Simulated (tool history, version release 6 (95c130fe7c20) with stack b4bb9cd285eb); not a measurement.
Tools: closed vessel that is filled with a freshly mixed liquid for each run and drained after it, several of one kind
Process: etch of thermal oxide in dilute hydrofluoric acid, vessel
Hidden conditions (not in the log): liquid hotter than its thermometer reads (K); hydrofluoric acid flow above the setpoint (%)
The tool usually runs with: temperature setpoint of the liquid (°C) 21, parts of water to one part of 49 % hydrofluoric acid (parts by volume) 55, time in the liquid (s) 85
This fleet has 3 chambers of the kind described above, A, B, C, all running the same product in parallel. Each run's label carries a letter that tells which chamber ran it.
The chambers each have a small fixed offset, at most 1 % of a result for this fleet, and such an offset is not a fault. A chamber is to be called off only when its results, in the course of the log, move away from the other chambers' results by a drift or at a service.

run	day	temperature setpoint of the liquid (°C)	parts of water to one part of 49 % hydrofluoric acid (parts by volume)	time in the liquid (s)	hours since the thermometer was replaced	hours since the hydrofluoric acid flow meter was replaced	read-back film thickness of the thermal oxide reference wafer, read on the same gauge (nm)	thickness taken off the thermal oxide on a monitor wafer (nm)
1B	0.121	21	55	85	707.8	291.6	130.01	6.6569
2A	0.242	21	55	85	24.2	1652.2	130.02	6.7284
3C	0.362	21	55	85	1342.5	1447.9	130	6.5777
4A	0.525	21	55	85	31	1659	130.02	6.6558
5B	0.738	21	55	85	722.6	306.4	130	6.6816
6C	0.846	21	55	85	1354.1	1459.5	129.98	6.6008
7A	1.017	21	55	85	42.8	1670.8	129.99	6.6079
8B	1.171	21	55	85	733	316.8	129.98	6.8216
9C	1.383	25	55	85	1367	1472.4	130.01	7.79
10C	1.488	25	55	85	1369.5	1474.9	130.03	7.8117
11A	1.633	25	55	85	57.6	1685.6	129.99	7.9134
12B	1.775	21	55	85	747.5	331.3	130.01	6.7581
13C	1.908	21	55	85	1379.6	1485	129.98	6.607
14A	2.092	21	55	85	68.6	1696.6	129.98	6.7231
15B	2.246	21	55	85	758.8	342.6	129.97	6.6327
16A	2.433	21	55	85	76.8	1704.8	130.01	6.6433
17B	2.588	21	55	85	767	350.8	130.02	6.7623
18C	2.721	21	55	85	1399.1	1504.5	129.98	6.5868
19A	2.904	21	55	85	88.1	1716.1	129.97	6.687
20C	3.121	21	55	85	1408.7	1514.1	130.01	6.7185
21B	3.238	21	55	85	782.6	366.4	130.01	6.7086
22C	3.362	21	55	85	1414.5	1519.9	130.03	6.5963
23A	3.562	21	55	85	103.9	1731.9	130.01	6.6213
24B	3.758	23.5	55	110	795.1	378.9	130.01	9.6851
25C	3.858	23.5	55	110	1426.4	1531.8	130	9.5811
# day 3.921: chamber B: hydrofluoric acid flow meter replaced
26B	4.012	23.5	55	110	801.2	2.3	129.96	9.6369
27A	4.146	21	55	85	117.9	1745.9	130.01	6.7074
28C	4.362	21	55	85	1438.5	1543.9	129.98	6.6336
29A	4.496	21	55	85	126.3	1754.3	129.99	6.6545
30B	4.708	21	55	85	817.9	19	130	6.711
31C	4.842	21	55	85	1450	1555.4	129.98	6.5466

Does one chamber stand apart from the rest, does the shared gauge drift, or is all well apart from small per-chamber offsets? Give the chamber and the most likely cause, where there is one.

Nothing is wrong: each chamber keeps only its own small, steady offset and the gauge holds still.
